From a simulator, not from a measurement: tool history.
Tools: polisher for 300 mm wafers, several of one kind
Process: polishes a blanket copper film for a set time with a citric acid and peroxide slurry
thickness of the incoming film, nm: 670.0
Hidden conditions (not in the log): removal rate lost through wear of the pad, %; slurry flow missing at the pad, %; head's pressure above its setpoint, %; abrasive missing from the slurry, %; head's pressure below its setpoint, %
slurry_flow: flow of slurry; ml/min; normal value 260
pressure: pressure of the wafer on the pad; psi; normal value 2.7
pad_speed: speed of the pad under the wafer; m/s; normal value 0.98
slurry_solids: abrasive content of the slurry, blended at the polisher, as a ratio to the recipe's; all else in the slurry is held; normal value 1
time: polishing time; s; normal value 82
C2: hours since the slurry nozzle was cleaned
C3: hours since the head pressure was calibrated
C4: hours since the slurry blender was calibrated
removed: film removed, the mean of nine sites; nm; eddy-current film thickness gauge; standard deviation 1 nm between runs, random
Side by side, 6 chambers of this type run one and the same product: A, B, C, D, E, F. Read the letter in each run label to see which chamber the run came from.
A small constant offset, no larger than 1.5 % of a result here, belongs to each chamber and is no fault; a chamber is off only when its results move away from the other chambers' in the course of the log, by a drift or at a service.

Run 1D, day 0.158: usual settings; wafers polished on this pad 485; C2 422.7; C3 1183.1; C4 71.4. Result: removed 159.61 nm.
Run 2F, day 0.288: usual settings; wafers polished on this pad 1064; C2 839.6; C3 294.2; C4 78.6. Result: removed 160.03 nm.
Run 3E, day 0.425: usual settings; wafers polished on this pad 341; C2 134.1; C3 211.5; C4 56.2. Result: removed 161.23 nm.
At day 0.500: chamber A: slurry blender recalibrated.
Run 4B, day 0.567: usual settings; wafers polished on this pad 98; C2 379.9; C3 95.0; C4 70.2. Result: removed 158.02 nm.
Run 5A, day 0.725: usual settings; wafers polished on this pad 771; C2 954.4; C3 56.9; C4 5.5. Result: removed 159.89 nm.
Run 6C, day 0.879: usual settings; wafers polished on this pad 751; C2 251.0; C3 372.5; C4 323.5. Result: removed 158.30 nm.
Run 7B, day 1.058: usual settings; wafers polished on this pad 173; C2 391.7; C3 106.8; C4 82.0. Result: removed 157.36 nm.
Run 8F, day 1.308: usual settings; wafers polished on this pad 1219; C2 864.1; C3 318.7; C4 103.1. Result: removed 158.19 nm.
Run 9A, day 1.542: usual settings; wafers polished on this pad 895; C2 974.0; C3 76.5; C4 25.1. Result: removed 158.98 nm.
At day 1.588: chamber A: slurry nozzle cleaned.
Run 10E, day 1.750: usual settings; wafers polished on this pad 541; C2 165.9; C3 243.3; C4 88.0. Result: removed 159.40 nm.
Run 11C, day 1.962: usual settings; wafers polished on this pad 915; C2 277.0; C3 398.5; C4 349.5. Result: removed 158.18 nm.
At day 2.088: chamber D: slurry blender recalibrated.
Run 12D, day 2.246: usual settings; wafers polished on this pad 801; C2 472.8; C3 1233.2; C4 3.8. Result: removed 158.58 nm.
Run 13C, day 2.479: usual settings; wafers polished on this pad 993; C2 289.4; C3 410.9; C4 361.9. Result: removed 157.68 nm.
At day 2.562: chamber C: slurry blender recalibrated.
Run 14D, day 2.658: usual settings; wafers polished on this pad 863; C2 482.7; C3 1243.1; C4 13.7. Result: removed 155.77 nm.
Run 15F, day 2.829: usual settings; wafers polished on this pad 1449; C2 900.6; C3 355.2; C4 139.6. Result: removed 161.15 nm.
At day 2.912: chamber F: worn pad replaced by a new one.
Run 16B, day 3.008: usual settings; wafers polished on this pad 468; C2 438.5; C3 153.6; C4 128.8. Result: removed 157.95 nm.
Run 17A, day 3.183: usual settings; wafers polished on this pad 1143; C2 38.4; C3 115.9; C4 64.5. Result: removed 159.15 nm.
Run 18E, day 3.433: usual settings; wafers polished on this pad 796; C2 206.3; C3 283.7; C4 128.4. Result: removed 160.11 nm.
At day 3.450: chamber D: worn pad replaced by a new one.
Run 19F, day 3.625: usual settings; wafers polished on this pad 108; C2 919.7; C3 374.3; C4 158.7. Result: removed 159.33 nm.
At day 3.812: chamber A: worn pad replaced by a new one.
At day 3.817: chamber C: slurry nozzle cleaned.
Run 20D, day 3.900: usual settings; wafers polished on this pad 68; C2 512.5; C3 1272.9; C4 43.5. Result: removed 158.75 nm.
Run 21C, day 4.158: usual settings but time 106 s; wafers polished on this pad 1247; C2 8.3; C3 451.2; C4 38.3. Result: removed 202.96 nm.
Run 22E, day 4.421: usual settings but time 106 s; wafers polished on this pad 945; C2 230.0; C3 307.4; C4 152.1. Result: removed 205.27 nm.
Run 23A, day 4.612: usual settings but time 106 s; wafers polished on this pad 121; C2 72.7; C3 150.2; C4 98.8. Result: removed 203.31 nm.
At day 4.625: chamber B: worn pad replaced by a new one.
At day 4.646: chamber D: head pressure recalibrated.
Run 24B, day 4.896: usual settings but time 106 s; wafers polished on this pad 41; C2 483.8; C3 198.9; C4 174.1. Result: removed 201.64 nm.
At day 4.967: chamber F: slurry nozzle cleaned.
Run 25F, day 5.167: usual settings but time 106 s; wafers polished on this pad 341; C2 4.9; C3 411.3; C4 195.7. Result: removed 207.31 nm.
At day 5.196: chamber E: slurry blender recalibrated.
Run 26D, day 5.417: usual settings but time 106 s; wafers polished on this pad 297; C2 548.9; C3 18.5; C4 79.9. Result: removed 191.18 nm.
Run 27C, day 5.696: usual settings but pad_speed 1.26 m/s; wafers polished on this pad 1479; C2 45.2; C3 488.1; C4 75.2. Result: removed 201.64 nm.
At day 5.754: chamber E: worn pad replaced by a new one.
Run 28E, day 5.942: usual settings but pad_speed 1.26 m/s; wafers polished on this pad 28; C2 266.5; C3 343.9; C4 17.9. Result: removed 204.14 nm.
Run 29A, day 6.096: usual settings but pad_speed 1.26 m/s; wafers polished on this pad 345; C2 108.3; C3 185.8; C4 134.4. Result: removed 202.19 nm.
Run 30B, day 6.300: usual settings but pad_speed 1.26 m/s; wafers polished on this pad 253; C2 517.5; C3 232.6; C4 207.8. Result: removed 200.86 nm.
Run 31E, day 6.471: usual settings but pad_speed 1.26 m/s; wafers polished on this pad 108; C2 279.2; C3 356.6; C4 30.6. Result: removed 205.66 nm.
Run 32A, day 6.658: usual settings but pad_speed 1.26 m/s; wafers polished on this pad 430; C2 121.8; C3 199.3; C4 147.9. Result: removed 202.26 nm.
At day 6.754: chamber D: slurry blender recalibrated.
At day 6.833: chamber C: worn pad replaced by a new one.
Run 33B, day 6.950: usual settings; wafers polished on this pad 351; C2 533.1; C3 248.2; C4 223.4. Result: removed 159.70 nm.
Run 34F, day 7.162: usual settings but pressure 1.9 psi; wafers polished on this pad 643; C2 52.8; C3 459.2; C4 243.6. Result: removed 114.19 nm.
Run 35D, day 7.367: usual settings but pressure 1.9 psi; wafers polished on this pad 592; C2 595.7; C3 65.3; C4 14.8. Result: removed 104.08 nm.
Run 36C, day 7.558: usual settings but pressure 1.9 psi; wafers polished on this pad 109; C2 89.9; C3 532.8; C4 119.9. Result: removed 113.12 nm.
Run 37C, day 7.762: usual settings but pressure 1.9 psi; wafers polished on this pad 140; C2 94.8; C3 537.7; C4 124.8. Result: removed 111.13 nm.
Run 38B, day 7.929: usual settings but pressure 1.9 psi; wafers polished on this pad 499; C2 556.6; C3 271.7; C4 246.9. Result: removed 111.08 nm.

Is one chamber out of step, is the gauge drifting, or do the chambers differ by no more than their own small offsets? For an off chamber, give its letter and the likeliest cause.

A service left chamber D off against the others.
Most likely cause: head's pressure below its setpoint, % = 7.41.

Here are 4 candidates for chamber D's next run, each the usual settings with a change, their results left as question marks. Which one brings its results back in line with what the others give on the usual settings?
To be in line, a result may differ from the other chambers' mean on the usual settings by at most: removed 3.70 nm
Run 39D-1, day 8.138: usual settings but pad_speed 1.00 m/s, time 83 s. Result: removed ?.
Run 39D-2, day 8.138: usual settings but pad_speed 0.94 m/s, time 79 s. Result: removed ?.
Run 39D-3, day 8.138: usual settings but pressure 2.6 psi. Result: removed ?.
Run 39D-4, day 8.138: usual settings but pressure 2.8 psi, time 86 s. Result: removed ?.

Other chambers, usual settings, mean: removed 158.77 nm
  run  removed
39D-1   150.92
39D-2   135.40
39D-3   141.03
39D-4   158.85
39D-4 brings the chamber back in line.
